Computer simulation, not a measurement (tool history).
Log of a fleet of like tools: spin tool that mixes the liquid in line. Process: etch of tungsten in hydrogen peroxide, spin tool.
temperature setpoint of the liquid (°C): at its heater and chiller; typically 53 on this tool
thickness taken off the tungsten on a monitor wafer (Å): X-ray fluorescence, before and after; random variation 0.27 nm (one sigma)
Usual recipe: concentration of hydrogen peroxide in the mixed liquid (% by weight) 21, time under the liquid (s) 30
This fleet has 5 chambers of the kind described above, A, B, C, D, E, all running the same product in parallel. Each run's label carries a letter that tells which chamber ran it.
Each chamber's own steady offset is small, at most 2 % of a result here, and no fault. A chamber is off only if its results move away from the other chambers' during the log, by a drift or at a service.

run   hour  temperature setpoint of the liquid (°C)  concentration of hydrogen peroxide in the mixed liquid (% by weight)  time under the liquid (s)  hours since the thermometer was replaced  hours since the peroxide flow meter was replaced  hours since the heated supply line was repaired  hours since the drum of peroxide was connected  read-back film thickness of the tungsten reference wafer, read on the same gauge (nm)  thickness taken off the tungsten on a monitor wafer (Å)
 1D    6.1                                       53                                                                    21                         30                                      65.3                                             377.1                                           1474.5                                           488.8                                                                                 39.997                                                   856.24
 2C   13.8                                       53                                                                    21                         30                                    1646.8                                             231.4                                           1959.6                                          1229.8                                                                                 40.015                                                   846.16
 3E     24                                       53                                                                    21                         30                                     264.5                                             128.2                                           1508.1                                           740.7                                                                                 40.001                                                   854.54
 4B   33.4                                       53                                                                    21                         30                                     214.3                                             739.6                                            734.3                                             870                                                                                 39.992                                                   859.03
 5A   43.7                                       53                                                                    21                         30                                     629.6                                              49.5                                             54.9                                           314.1                                                                                 39.976                                                   857.41
 6A   52.4                                       53                                                                    21                         30                                     638.3                                              58.2                                             63.6                                           322.8                                                                                 39.989                                                   855.89
      60.2  -- chamber A: new drum of peroxide connected
 7E   60.5                                       56                                                                    21                         30                                       301                                             164.7                                           1544.6                                           777.2                                                                                 39.991                                                   1020.5
 8B   70.5                                       56                                                                    21                         30                                     251.4                                             776.7                                            771.4                                           907.1                                                                                 39.991                                                   1026.6
 9D   76.3                                       56                                                                    21                         30                                     135.5                                             447.3                                           1544.7                                             559                                                                                 40.007                                                   1025.4
10C   85.2                                       56                                                                    21                         30                                    1718.2                                             302.8                                             2031                                          1301.2                                                                                 40.022                                                   1012.4
11E   94.5                                       56                                                                    21                         30                                       335                                             198.7                                           1578.6                                           811.2                                                                                 39.983                                                   1023.8
12A  102.4                                       53                                                                  25.5                         20                                     688.3                                             108.2                                            113.6                                            42.2                                                                                 40.025                                                   630.66
13D  108.3                                       53                                                                  25.5                         20                                     167.5                                             479.3                                           1576.7                                             591                                                                                 40.014                                                   630.11
14B  116.9                                       53                                                                  25.5                         20                                     297.8                                             823.1                                            817.8                                           953.5                                                                                 39.988                                                   631.87
15C  125.2                                       53                                                                  25.5                         20                                    1758.2                                             342.8                                             2071                                          1341.2                                                                                 39.995                                                   617.76
16A  130.4                                       53                                                                  25.5                         20                                     716.3                                             136.2                                            141.6                                            70.2                                                                                 40.018                                                   629.51
17B  137.7                                       53                                                                    21                         30                                     318.6                                             843.9                                            838.6                                           974.3                                                                                  40.03                                                   857.16
18C  148.1                                       53                                                                    21                         30                                    1781.1                                             365.7                                           2093.9                                          1364.1                                                                                 39.993                                                   841.56
19E  156.8                                       53                                                                    21                         30                                     397.3                                               261                                           1640.9                                           873.5                                                                                 39.992                                                   850.39
20D  162.6                                       53                                                                    21                         30                                     221.8                                             533.6                                             1631                                           645.3                                                                                 39.985                                                   860.12
21D  167.2                                       53                                                                    21                         30                                     226.4                                             538.2                                           1635.6                                           649.9                                                                                 40.005                                                   854.01
22E  173.9                                       53                                                                    21                         30                                     414.4                                             278.1                                             1658                                           890.6                                                                                 39.989                                                   856.47
23C    179                                       53                                                                    21                         30                                      1812                                             396.6                                           2124.8                                            1395                                                                                 40.013                                                   837.94
24B  184.7                                       53                                                                    21                         30                                     365.6                                             890.9                                            885.6                                          1021.3                                                                                 40.009                                                   860.83
     190.4  -- chamber B: new drum of peroxide connected
25A  190.6                                       53                                                                    21                         30                                     776.5                                             196.4                                            201.8                                           130.4                                                                                 40.004                                                   859.23
26D  197.4                                       46                                                                    21                         30                                     256.6                                             568.4                                           1665.8                                           680.1                                                                                  39.99                                                   555.54
27C  206.3                                       46                                                                    21                         30                                    1839.3                                             423.9                                           2152.1                                          1422.3                                                                                 39.995                                                   544.71
28A  215.6                                       46                                                                    21                         30                                     801.5                                             221.4                                            226.8                                           155.4                                                                                 40.007                                                   556.99
     223.7  -- chamber C: new drum of peroxide connected
29E  225.6                                       46                                                                    21                         30                                     466.1                                             329.8                                           1709.7                                           942.3                                                                                 40.011                                                   553.15
30B  233.4                                       46                                                                    21                         30                                     414.3                                             939.6                                            934.3                                            43.1                                                                                 40.008                                                   557.75
31C  242.6                                       53                                                                    21                         30                                    1875.6                                             460.2                                           2188.4                                            18.9                                                                                 40.015                                                   848.53
32E  252.2                                       53                                                                  25.5                         30                                     492.7                                             356.4                                           1736.3                                           968.9                                                                                 40.001                                                   937.24

Is one chamber out of step, is the gauge drifting, or do the chambers differ by no more than their own small offsets? For an off chamber, give its letter and the likeliest cause.

All chambers stay in line apart from their small fixed offsets, and the gauge does not drift.
